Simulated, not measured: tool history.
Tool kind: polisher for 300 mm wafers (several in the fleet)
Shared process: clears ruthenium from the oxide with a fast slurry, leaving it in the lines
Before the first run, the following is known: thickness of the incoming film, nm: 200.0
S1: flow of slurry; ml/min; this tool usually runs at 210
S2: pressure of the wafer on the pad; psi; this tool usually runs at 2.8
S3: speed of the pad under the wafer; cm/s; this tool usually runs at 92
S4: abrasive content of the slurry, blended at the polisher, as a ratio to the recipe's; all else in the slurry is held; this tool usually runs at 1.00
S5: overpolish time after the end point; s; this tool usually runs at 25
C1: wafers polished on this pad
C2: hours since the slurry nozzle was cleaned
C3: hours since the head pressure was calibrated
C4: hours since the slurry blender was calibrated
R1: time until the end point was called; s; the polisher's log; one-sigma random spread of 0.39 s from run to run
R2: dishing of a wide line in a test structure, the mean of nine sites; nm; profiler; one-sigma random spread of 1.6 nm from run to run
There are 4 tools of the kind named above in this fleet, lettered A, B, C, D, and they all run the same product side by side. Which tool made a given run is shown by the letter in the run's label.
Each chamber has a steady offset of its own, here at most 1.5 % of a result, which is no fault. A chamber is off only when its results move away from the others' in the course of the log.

run	day	S1	S2	S3	S4	S5	C1	C2	C3	C4	R1	R2
# day 0.150: chamber A: slurry blender recalibrated
1A	0.379	210	2.8	92	1.00	25	695	193.5	227.3	5.6	47.703	75.047
2B	0.638	210	2.8	92	1.00	25	851	492.2	202.9	25.7	47.914	73.004
# day 0.800: chamber B: worn pad replaced by a new one
3C	0.933	210	2.8	92	1.00	25	951	247.8	430.1	262.6	48.188	75.055
# day 0.950: chamber A: worn pad replaced by a new one
4D	1.279	210	2.8	92	1.00	25	356	95.4	1182.4	170.5	48.012	71.970
5B	1.608	165	2.8	76	1.00	25	129	515.5	226.2	49.0	60.657	62.856
6A	1.921	165	2.8	76	1.00	25	155	230.5	264.3	42.6	60.559	62.562
7C	2.150	165	2.8	76	1.00	25	1146	277.0	459.3	291.8	60.667	59.509
8D	2.350	165	2.8	76	1.00	25	528	121.1	1208.1	196.2	59.695	61.006
# day 2.462: chamber A: slurry nozzle cleaned
9A	2.696	235	2.8	92	1.00	25	279	5.6	282.9	61.2	47.925	74.896
10D	2.938	235	2.8	92	1.00	25	622	135.2	1222.2	210.3	47.062	75.269
11C	3.204	235	2.8	92	1.00	25	1315	302.3	484.6	317.1	47.088	78.200
12B	3.400	235	2.8	92	1.00	25	416	558.5	269.2	92.0	48.187	75.360
# day 3.658: chamber C: worn pad replaced by a new one
13A	3.692	210	1.9	92	1.00	25	439	29.5	306.8	85.1	70.961	55.289
14D	3.867	210	1.9	92	1.00	25	770	157.5	1244.5	232.6	71.897	53.422
15B	4.083	210	1.9	92	1.00	25	525	574.9	285.6	108.4	71.311	53.024
16C	4.321	210	1.9	92	1.00	25	106	329.1	511.4	343.9	70.567	53.477
17D	4.517	210	2.8	92	1.00	39	874	173.1	1260.1	248.2	47.441	102.420
18A	4.779	210	2.8	92	1.00	39	613	55.6	332.9	111.2	48.040	104.300
# day 4.875: chamber B: slurry blender recalibrated
19C	5.112	210	2.8	92	1.00	39	232	348.1	530.4	362.9	47.569	101.270
# day 5.375: chamber A: worn pad replaced by a new one
20B	5.438	210	2.8	92	1.00	39	741	607.4	318.1	13.6	48.174	101.060
21D	5.700	210	2.8	92	1.00	25	1063	201.5	1288.5	276.6	47.354	75.299
22B	5.992	210	2.8	92	1.00	25	830	620.7	331.4	26.9	48.772	74.847
23C	6.179	210	2.8	70	1.00	25	403	373.7	556.0	388.5	63.841	59.610
# day 6.279: chamber B: worn pad replaced by a new one
24A	6.504	210	2.8	70	1.00	25	181	97.0	374.3	152.6	63.044	61.268
# day 6.679: chamber B: slurry nozzle cleaned
25C	6.725	210	2.8	70	1.00	25	490	386.8	569.1	401.6	63.162	59.170
26B	7.079	210	2.8	70	1.00	25	128	9.6	357.5	53.0	64.382	57.821
27A	7.250	210	2.8	92	1.00	25	300	114.9	392.2	170.5	47.958	72.840
28D	7.525	210	2.8	92	1.00	25	1355	245.3	1332.3	320.4	48.168	73.839
29B	7.767	210	2.8	92	1.00	25	238	26.1	374.0	69.5	48.467	73.745
30D	7.950	210	2.8	92	1.00	25	1423	255.5	1342.5	330.6	47.939	71.555
# day 8.050: chamber D: worn pad replaced by a new one
# day 8.096: chamber C: slurry blender recalibrated
31A	8.212	210	2.8	92	1.00	25	454	138.0	415.3	193.6	48.388	75.343
# day 8.262: chamber D: head pressure recalibrated
32C	8.508	210	2.8	92	1.00	25	776	429.6	611.9	10.0	48.298	72.878
# day 8.671: chamber D: slurry blender recalibrated
33D	8.838	210	2.8	92	1.00	25	126	276.8	13.8	4.1	47.917	76.055
34B	9.079	210	2.8	92	1.00	25	448	57.6	405.5	101.0	48.459	76.928
35C	9.254	210	2.4	92	0.75	25	895	447.5	629.8	27.9	64.678	58.375
36A	9.504	210	2.4	92	0.75	25	661	169.0	446.3	224.6	64.853	60.606
37A	9.854	210	2.4	92	0.75	25	717	177.4	454.7	233.0	64.635	58.767
# day 9.888: chamber B: slurry blender recalibrated
38C	10.058	210	2.4	92	0.75	25	1024	466.8	649.1	47.2	64.652	57.763
39B	10.408	210	2.8	92	1.00	25	661	89.5	437.4	12.6	47.469	74.117
40D	10.692	210	2.8	92	1.00	25	422	321.3	58.3	48.6	46.885	75.994

Has any chamber moved away from the others, gradually or after a service, or does the common gauge drift, or do the chambers differ only by their own small steady offsets? State the chamber and the most likely cause if one applies.

All chambers stay in line apart from their small fixed offsets, and the gauge does not drift.
